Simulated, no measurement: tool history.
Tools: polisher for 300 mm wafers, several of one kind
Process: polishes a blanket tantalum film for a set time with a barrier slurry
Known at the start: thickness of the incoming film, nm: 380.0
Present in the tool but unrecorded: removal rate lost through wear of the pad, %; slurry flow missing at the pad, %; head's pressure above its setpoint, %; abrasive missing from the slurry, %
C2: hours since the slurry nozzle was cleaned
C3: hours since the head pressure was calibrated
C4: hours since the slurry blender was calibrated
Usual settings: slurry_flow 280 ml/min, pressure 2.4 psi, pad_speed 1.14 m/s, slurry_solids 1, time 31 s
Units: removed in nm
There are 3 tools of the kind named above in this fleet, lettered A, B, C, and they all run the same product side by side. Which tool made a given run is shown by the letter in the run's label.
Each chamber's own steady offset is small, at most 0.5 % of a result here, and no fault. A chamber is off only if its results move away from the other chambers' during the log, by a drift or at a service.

{"run": "1A", "hour": 11.0, "slurry_flow": 280, "pressure": 2.4, "pad_speed": 1.14, "slurry_solids": 1, "time": 31, "wafers polished on this pad": 453, "C2": 93.1, "C3": 1510.6, "C4": 102.9, "removed": 57.197}
{"run": "2C", "hour": 19.9, "slurry_flow": 280, "pressure": 2.4, "pad_speed": 1.14, "slurry_solids": 1, "time": 31, "wafers polished on this pad": 231, "C2": 494.4, "C3": 156.4, "C4": 116, "removed": 57.613}
{"hour": 28.0, "done": "chamber A: worn pad replaced by a new one"}
{"run": "3B", "hour": 30.3, "slurry_flow": 280, "pressure": 2.4, "pad_speed": 1.14, "slurry_solids": 1, "time": 31, "wafers polished on this pad": 463, "C2": 169.7, "C3": 429.4, "C4": 181.1, "removed": 56.546}
{"run": "4B", "hour": 41.7, "slurry_flow": 280, "pressure": 2.4, "pad_speed": 1.14, "slurry_solids": 1, "time": 31, "wafers polished on this pad": 592, "C2": 181.1, "C3": 440.8, "C4": 192.5, "removed": 57.586}
{"run": "5C", "hour": 53.1, "slurry_flow": 280, "pressure": 2.4, "pad_speed": 1.14, "slurry_solids": 1, "time": 31, "wafers polished on this pad": 607, "C2": 527.6, "C3": 189.6, "C4": 149.2, "removed": 56.908}
{"hour": 53.7, "done": "chamber B: worn pad replaced by a new one"}
{"hour": 56.1, "done": "chamber A: head pressure recalibrated"}
{"run": "6A", "hour": 59.8, "slurry_flow": 210, "pressure": 2.4, "pad_speed": 0.94, "slurry_solids": 1, "time": 31, "wafers polished on this pad": 359, "C2": 141.9, "C3": 3.8, "C4": 151.7, "removed": 46.465}
{"run": "7B", "hour": 71.8, "slurry_flow": 210, "pressure": 2.4, "pad_speed": 0.94, "slurry_solids": 1, "time": 31, "wafers polished on this pad": 204, "C2": 211.2, "C3": 470.9, "C4": 222.6, "removed": 46.232}
{"hour": 77.0, "done": "chamber C: worn pad replaced by a new one"}
{"run": "8C", "hour": 81.4, "slurry_flow": 210, "pressure": 2.4, "pad_speed": 0.94, "slurry_solids": 1, "time": 31, "wafers polished on this pad": 50, "C2": 555.9, "C3": 217.9, "C4": 177.5, "removed": 46.374}
{"run": "9A", "hour": 92.4, "slurry_flow": 190, "pressure": 2.4, "pad_speed": 1.14, "slurry_solids": 1, "time": 31, "wafers polished on this pad": 727, "C2": 174.5, "C3": 36.4, "C4": 184.3, "removed": 55.391}
{"hour": 94.0, "done": "chamber B: slurry blender recalibrated"}
{"hour": 98.4, "done": "chamber A: worn pad replaced by a new one"}
{"run": "10A", "hour": 102.4, "slurry_flow": 190, "pressure": 2.4, "pad_speed": 1.14, "slurry_solids": 1, "time": 31, "wafers polished on this pad": 45, "C2": 184.5, "C3": 46.4, "C4": 194.3, "removed": 55.195}
{"run": "11B", "hour": 113.6, "slurry_flow": 190, "pressure": 2.4, "pad_speed": 1.14, "slurry_solids": 1, "time": 31, "wafers polished on this pad": 677, "C2": 253, "C3": 512.7, "C4": 19.6, "removed": 54.677}
{"run": "12C", "hour": 120.1, "slurry_flow": 280, "pressure": 2.4, "pad_speed": 1.14, "slurry_solids": 1, "time": 31, "wafers polished on this pad": 488, "C2": 594.6, "C3": 256.6, "C4": 216.2, "removed": 56.646}
{"hour": 120.8, "done": "chamber B: worn pad replaced by a new one"}
{"run": "13B", "hour": 131.8, "slurry_flow": 280, "pressure": 2.4, "pad_speed": 1.14, "slurry_solids": 1, "time": 31, "wafers polished on this pad": 124, "C2": 271.2, "C3": 530.9, "C4": 37.8, "removed": 57.504}
{"run": "14A", "hour": 143.9, "slurry_flow": 280, "pressure": 2.4, "pad_speed": 1.14, "slurry_solids": 1, "time": 31, "wafers polished on this pad": 514, "C2": 226, "C3": 87.9, "C4": 235.8, "removed": 57.605}
{"run": "15C", "hour": 150.8, "slurry_flow": 310, "pressure": 2.4, "pad_speed": 1.14, "slurry_solids": 1, "time": 37, "wafers polished on this pad": 835, "C2": 625.3, "C3": 287.3, "C4": 246.9, "removed": 66.894}
{"hour": 155.0, "done": "chamber A: worn pad replaced by a new one"}
{"run": "16B", "hour": 158.5, "slurry_flow": 310, "pressure": 2.4, "pad_speed": 1.14, "slurry_solids": 1, "time": 37, "wafers polished on this pad": 426, "C2": 297.9, "C3": 557.6, "C4": 64.5, "removed": 69.159}
{"run": "17C", "hour": 163.9, "slurry_flow": 310, "pressure": 2.4, "pad_speed": 1.14, "slurry_solids": 1, "time": 37, "wafers polished on this pad": 983, "C2": 638.4, "C3": 300.4, "C4": 260, "removed": 66.407}
{"run": "18A", "hour": 171.2, "slurry_flow": 280, "pressure": 2.4, "pad_speed": 0.96, "slurry_solids": 1, "time": 31, "wafers polished on this pad": 183, "C2": 253.3, "C3": 115.2, "C4": 263.1, "removed": 48.982}
{"hour": 173.1, "done": "chamber B: worn pad replaced by a new one"}
{"hour": 175.9, "done": "chamber B: slurry nozzle cleaned"}
{"hour": 178.0, "done": "chamber C: worn pad replaced by a new one"}
{"run": "19C", "hour": 181.3, "slurry_flow": 280, "pressure": 2.4, "pad_speed": 0.96, "slurry_solids": 1, "time": 31, "wafers polished on this pad": 38, "C2": 655.8, "C3": 317.8, "C4": 277.4, "removed": 47.33}
{"run": "20B", "hour": 187.2, "slurry_flow": 280, "pressure": 2.4, "pad_speed": 0.96, "slurry_solids": 1, "time": 31, "wafers polished on this pad": 159, "C2": 11.3, "C3": 586.3, "C4": 93.2, "removed": 48.083}
{"run": "21A", "hour": 193.2, "slurry_flow": 280, "pressure": 2.4, "pad_speed": 1.26, "slurry_solids": 1, "time": 22, "wafers polished on this pad": 431, "C2": 275.3, "C3": 137.2, "C4": 285.1, "removed": 45.667}
{"run": "22B", "hour": 201.7, "slurry_flow": 280, "pressure": 2.4, "pad_speed": 1.26, "slurry_solids": 1, "time": 22, "wafers polished on this pad": 323, "C2": 25.8, "C3": 600.8, "C4": 107.7, "removed": 44.395}
{"run": "23A", "hour": 212.5, "slurry_flow": 280, "pressure": 2.4, "pad_speed": 1.26, "slurry_solids": 1, "time": 22, "wafers polished on this pad": 649, "C2": 294.6, "C3": 156.5, "C4": 304.4, "removed": 44.942}
{"run": "24C", "hour": 219.0, "slurry_flow": 280, "pressure": 2.4, "pad_speed": 1.14, "slurry_solids": 1, "time": 31, "wafers polished on this pad": 464, "C2": 693.5, "C3": 355.5, "C4": 315.1, "removed": 54.445}
{"run": "25C", "hour": 224.4, "slurry_flow": 280, "pressure": 2.4, "pad_speed": 1.14, "slurry_solids": 1, "time": 31, "wafers polished on this pad": 525, "C2": 698.9, "C3": 360.9, "C4": 320.5, "removed": 55.914}

Is one chamber out of step, is the gauge drifting, or do the chambers differ by no more than their own small offsets? For an off chamber, give its letter and the likeliest cause.

It is chamber C that slowly wanders off from its peers.
Cause: abrasive missing from the slurry, % = 16.
With only this log, it may be confused with: slurry flow missing at the pad, %; head's pressure below its setpoint, %.

Chamber C could run next with any of the 4 candidate recipes listed below; each alters the usual settings, and their results appear as question marks. Which one brings its results back in line with what the other chambers deliver on the usual settings?
In line means no further than this from the other chambers' mean on the usual settings: removed 1.5 nm
{"run": "26C-1", "hour": 233.4, "slurry_flow": 280, "pressure": 2.3, "pad_speed": 1.12, "slurry_solids": 1, "time": 30, "removed": "?"}
{"run": "26C-2", "hour": 233.4, "slurry_flow": 185, "pressure": 2.4, "pad_speed": 1.14, "slurry_solids": 1, "time": 31, "removed": "?"}
{"run": "26C-3", "hour": 233.4, "slurry_flow": 280, "pressure": 2.4, "pad_speed": 1.16, "slurry_solids": 1, "time": 32, "removed": "?"}
{"run": "26C-4", "hour": 233.4, "slurry_flow": 280, "pressure": 2.4, "pad_speed": 1.26, "slurry_solids": 1, "time": 31, "removed": "?"}

What the other chambers average on the usual settings: removed 57.198 nm
run=26C-1 removed=49.508
run=26C-2 removed=51.693
run=26C-3 removed=57.007
run=26C-4 removed=59.921
26C-3 puts the chamber back in line with the other chambers.

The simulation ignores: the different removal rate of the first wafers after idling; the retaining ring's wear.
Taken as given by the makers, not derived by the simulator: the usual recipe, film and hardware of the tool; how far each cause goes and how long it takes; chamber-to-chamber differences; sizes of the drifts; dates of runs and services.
